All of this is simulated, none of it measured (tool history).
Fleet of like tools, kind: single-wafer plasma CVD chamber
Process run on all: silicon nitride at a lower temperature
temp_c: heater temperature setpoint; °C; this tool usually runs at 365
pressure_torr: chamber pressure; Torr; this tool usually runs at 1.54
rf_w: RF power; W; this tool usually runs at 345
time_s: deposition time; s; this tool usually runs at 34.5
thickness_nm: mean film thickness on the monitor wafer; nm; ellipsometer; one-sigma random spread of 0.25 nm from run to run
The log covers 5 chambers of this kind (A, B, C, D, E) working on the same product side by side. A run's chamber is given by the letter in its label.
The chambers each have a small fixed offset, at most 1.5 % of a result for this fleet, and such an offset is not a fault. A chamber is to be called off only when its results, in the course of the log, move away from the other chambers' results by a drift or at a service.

run	hour	temp_c	pressure_torr	rf_w	time_s	read-back reference wafer on the same gauge, thickness_nm	thickness_nm
1B	7.9	365	1.54	345	34.5	52.288	44.346
2E	23.0	365	1.54	345	34.5	52.241	44.303
3C	30.0	365	1.54	345	34.5	52.278	43.745
4D	40.9	365	1.54	345	34.5	52.271	44.314
5A	50.9	365	1.54	345	34.5	52.318	43.540
6C	65.9	365	1.54	345	34.5	52.200	43.718
7D	74.9	365	1.54	345	34.5	52.251	44.429
8B	84.0	365	1.54	345	34.5	52.287	44.403
9E	94.7	365	1.54	345	30.4	52.282	38.595
# hour 97.6: chamber E: thermocouple changed; heater temperature recalibrated
10A	106.5	365	1.54	345	30.4	52.324	38.512
11D	116.6	365	1.54	345	30.4	52.332	38.988
12E	129.0	365	1.54	345	30.4	52.353	38.795
13C	142.8	365	1.54	345	30.4	52.243	38.341
14A	158.4	365	1.54	305	34.5	52.333	39.827
15B	165.8	365	1.54	305	34.5	52.311	40.764
16B	174.5	365	1.54	305	34.5	52.351	40.864
17C	183.6	365	1.54	305	34.5	52.367	41.008
18E	191.2	365	1.54	305	34.5	52.289	40.301
19A	199.5	365	1.54	345	34.5	52.350	43.349
20D	211.2	365	1.54	345	34.5	52.274	44.248
21A	222.8	365	1.54	345	34.5	52.274	43.757
22C	235.4	365	1.54	345	34.5	52.290	43.674
23B	245.3	365	1.54	345	34.5	52.206	44.285
24E	258.2	365	1.54	345	34.5	52.291	43.835
25D	267.7	365	1.54	345	34.5	52.311	44.468
26D	280.0	365	1.54	345	34.5	52.325	43.767
27A	293.6	365	1.54	345	34.5	52.414	43.123
28C	300.8	365	1.54	345	34.5	52.296	43.495
29E	314.3	365	1.69	345	34.5	52.363	45.363
# hour 326.5: chamber A: capacitance manometer re-zeroed and calibrated
30B	327.0	365	1.69	345	34.5	52.286	45.066
31E	334.9	365	1.69	345	34.5	52.281	45.331
32B	344.3	365	1.69	345	34.5	52.301	44.830
33D	358.6	365	1.69	345	34.5	52.318	45.709
34A	373.7	365	1.54	345	34.5	52.226	43.667

Which is it: a chamber that has drifted or been left off by a service, a gauge drift common to all chambers, or only each chamber's usual small offset? If a chamber is off, name it and its likeliest cause.

All chambers stay in line apart from their small fixed offsets, and the gauge does not drift.

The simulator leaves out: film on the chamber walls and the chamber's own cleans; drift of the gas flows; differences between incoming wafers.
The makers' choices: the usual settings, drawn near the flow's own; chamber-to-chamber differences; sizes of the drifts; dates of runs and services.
